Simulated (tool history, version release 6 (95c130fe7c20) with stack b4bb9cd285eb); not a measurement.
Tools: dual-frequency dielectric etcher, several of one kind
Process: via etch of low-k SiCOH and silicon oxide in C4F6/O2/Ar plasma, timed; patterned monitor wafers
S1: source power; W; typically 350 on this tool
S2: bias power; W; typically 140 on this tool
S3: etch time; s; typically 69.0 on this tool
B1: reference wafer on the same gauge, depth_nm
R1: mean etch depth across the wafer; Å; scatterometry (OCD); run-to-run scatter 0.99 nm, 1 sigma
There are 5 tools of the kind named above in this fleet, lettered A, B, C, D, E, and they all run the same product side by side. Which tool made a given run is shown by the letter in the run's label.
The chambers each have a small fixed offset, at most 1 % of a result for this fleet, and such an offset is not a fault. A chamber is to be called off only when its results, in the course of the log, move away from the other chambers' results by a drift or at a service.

Run 1C, hour 6.7: usual settings; B1 135.05. Result: R1 1571.4 Å.
Run 2E, hour 14.3: usual settings; B1 135.09. Result: R1 1568.4 Å.
At hour 19.9: chamber C: wet clean of the chamber.
Run 3B, hour 20.3: usual settings; B1 134.74. Result: R1 1574.9 Å.
Run 4A, hour 27.4: usual settings; B1 135.01. Result: R1 1573.9 Å.
Run 5D, hour 31.2: usual settings; B1 134.82. Result: R1 1585.0 Å.
Run 6A, hour 37.1: usual settings; B1 135.03. Result: R1 1599.7 Å.
Run 7C, hour 43.5: usual settings but S3 86.5 s; B1 135.07. Result: R1 1968.8 Å.
Run 8B, hour 50.7: usual settings but S3 86.5 s; B1 134.84. Result: R1 2004.8 Å.
Run 9D, hour 56.4: usual settings but S3 86.5 s; B1 135.06. Result: R1 1964.6 Å.
Run 10E, hour 61.1: usual settings but S3 86.5 s; B1 135.05. Result: R1 1981.8 Å.
Run 11B, hour 69.2: usual settings but S3 86.5 s; B1 134.92. Result: R1 1989.9 Å.
Run 12E, hour 75.9: usual settings but S2 109 W, S3 78.5 s; B1 134.76. Result: R1 1676.6 Å.
Run 13D, hour 82.5: usual settings but S2 109 W, S3 78.5 s; B1 135.07. Result: R1 1669.2 Å.
Run 14A, hour 90.0: usual settings but S2 109 W, S3 78.5 s; B1 134.98. Result: R1 1664.7 Å.
Run 15C, hour 93.7: usual settings but S2 109 W, S3 78.5 s; B1 135.21. Result: R1 1676.5 Å.
Run 16C, hour 98.9: usual settings but S2 109 W, S3 78.5 s; B1 135.16. Result: R1 1669.5 Å.
Run 17D, hour 103.0: usual settings but S1 280 W; B1 135.17. Result: R1 1455.9 Å.
Run 18E, hour 108.6: usual settings but S1 280 W; B1 134.88. Result: R1 1465.1 Å.
Run 19A, hour 113.4: usual settings but S1 280 W; B1 134.98. Result: R1 1449.7 Å.
Run 20B, hour 117.3: usual settings but S1 280 W; B1 135.05. Result: R1 1448.7 Å.
Run 21D, hour 124.3: usual settings but S1 280 W; B1 135.11. Result: R1 1460.2 Å.
Run 22A, hour 130.1: usual settings; B1 135.22. Result: R1 1577.4 Å.
Run 23B, hour 134.6: usual settings; B1 135.10. Result: R1 1592.9 Å.
Run 24C, hour 140.7: usual settings; B1 135.35. Result: R1 1586.5 Å.
Run 25E, hour 148.1: usual settings; B1 134.95. Result: R1 1645.3 Å.
Run 26E, hour 153.2: usual settings; B1 134.97. Result: R1 1630.1 Å.
Run 27C, hour 160.2: usual settings; B1 135.00. Result: R1 1572.2 Å.
Run 28A, hour 166.3: usual settings; B1 135.16. Result: R1 1594.0 Å.
Run 29B, hour 170.2: usual settings; B1 135.22. Result: R1 1593.8 Å.
Run 30D, hour 174.7: usual settings; B1 135.03. Result: R1 1576.4 Å.
Run 31C, hour 182.4: usual settings; B1 135.10. Result: R1 1580.2 Å.
Run 32D, hour 188.4: usual settings; B1 135.13. Result: R1 1567.9 Å.
Run 33E, hour 195.1: usual settings; B1 134.90. Result: R1 1648.9 Å.
Run 34A, hour 199.6: usual settings; B1 135.20. Result: R1 1587.3 Å.

Each of the 5 chambers runs these same settings next. Fill in every chamber's results:
Run 35A, hour 205.6: usual settings but S2 111 W. Result: R1 ?.
Run 35B, hour 205.6: usual settings but S2 111 W. Result: R1 ?.
Run 35C, hour 205.6: usual settings but S2 111 W. Result: R1 ?.
Run 35D, hour 205.6: usual settings but S2 111 W. Result: R1 ?.
Run 35E, hour 205.6: usual settings but S2 111 W. Result: R1 ?.

run      R1
35A  1476.4
35B  1472.1
35C  1480.0
35D  1470.2
35E  1549.2
